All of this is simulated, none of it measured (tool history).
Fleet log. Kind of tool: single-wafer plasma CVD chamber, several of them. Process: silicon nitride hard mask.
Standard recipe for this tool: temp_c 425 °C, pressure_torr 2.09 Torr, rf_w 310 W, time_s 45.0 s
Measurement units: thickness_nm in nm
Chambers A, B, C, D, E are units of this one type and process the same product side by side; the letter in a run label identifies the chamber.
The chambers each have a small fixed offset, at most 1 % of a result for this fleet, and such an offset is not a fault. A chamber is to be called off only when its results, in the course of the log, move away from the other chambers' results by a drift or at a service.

run   hour  temp_c  pressure_torr  rf_w  time_s  read-back reference wafer on the same gauge, thickness_nm  thickness_nm
 1A    8.0     425           2.09   310    45.0                                                     54.014        56.865
 2D   21.4     425           2.09   310    45.0                                                     54.026        56.608
      23.5  -- chamber B: capacitance manometer re-zeroed and calibrated
 3B   31.5     425           2.09   310    45.0                                                     54.007        56.199
 4E   39.1     425           2.09   310    45.0                                                     53.965        56.136
 5C   48.5     425           2.09   310    45.0                                                     53.941        56.306
 6B   57.5     438           2.09   310    45.0                                                     54.006        55.917
      69.1  -- chamber A: thermocouple changed; heater temperature recalibrated
 7C   69.1     438           2.09   310    45.0                                                     54.029        56.321
 8A   77.7     438           2.09   310    45.0                                                     53.987        56.454
 9E   83.9     438           2.09   310    45.0                                                     53.981        55.778
10D   93.5     438           2.09   310    45.0                                                     54.003        56.386
11E  101.5     425           2.09   310    45.0                                                     53.988        56.304
12B  114.1     425           2.09   310    45.0                                                     53.966        55.993
13D  122.2     425           2.09   310    45.0                                                     54.003        56.696
14C  131.9     431           2.09   310    45.0                                                     53.950        56.288
15A  137.9     431           2.09   310    45.0                                                     54.050        56.651
16B  145.3     431           2.09   310    45.0                                                     53.975        56.175
17E  156.1     431           2.09   310    45.0                                                     53.952        55.997
18D  164.8     431           2.09   310    45.0                                                     54.060        56.350
19C  177.7     425           2.09   310    45.0                                                     53.976        56.363
20A  183.8     425           2.09   310    45.0                                                     53.982        56.471
21B  189.8     425           2.09   310    45.0                                                     53.993        56.384
22A  199.4     425           2.09   310    45.0                                                     54.016        56.597
     208.4  -- chamber B: RF generator calibrated
23D  208.5     425           2.09   310    45.0                                                     54.020        56.825
24E  216.7     425           2.09   310    45.0                                                     53.959        56.081
25C  225.9     425           2.09   310    40.1                                                     54.013        50.090
26A  236.4     425           2.09   310    40.1                                                     54.005        50.601
     244.5  -- chamber E: RF generator calibrated
27E  247.5     425           2.09   310    40.1                                                     53.990        50.043
28B  255.4     425           2.09   310    40.1                                                     53.966        50.238
29C  262.3     425           2.09   310    40.1                                                     53.998        50.251
30D  275.1     425           2.09   310    45.0                                                     54.024        56.501
31A  284.0     425           2.09   310    45.0                                                     54.025        56.817
32D  291.7     425           2.09   310    45.0                                                     54.037        56.665
33E  305.1     425           2.09   310    45.0                                                     54.023        55.891
34C  313.4     425           2.09   310    45.0                                                     54.012        56.660
35B  321.1     425           2.09   310    45.0                                                     53.998        55.905

The same settings go to every chamber for the next run, one line per chamber below. Forecast the results for each:
36A  330.7     425           2.09   310    45.0                                                                        ?
36B  330.7     425           2.09   310    45.0                                                                        ?
36C  330.7     425           2.09   310    45.0                                                                        ?
36D  330.7     425           2.09   310    45.0                                                                        ?
36E  330.7     425           2.09   310    45.0                                                                        ?

run  thickness_nm
36A        56.587
36B        56.104
36C        56.067
36D        57.203
36E        56.316
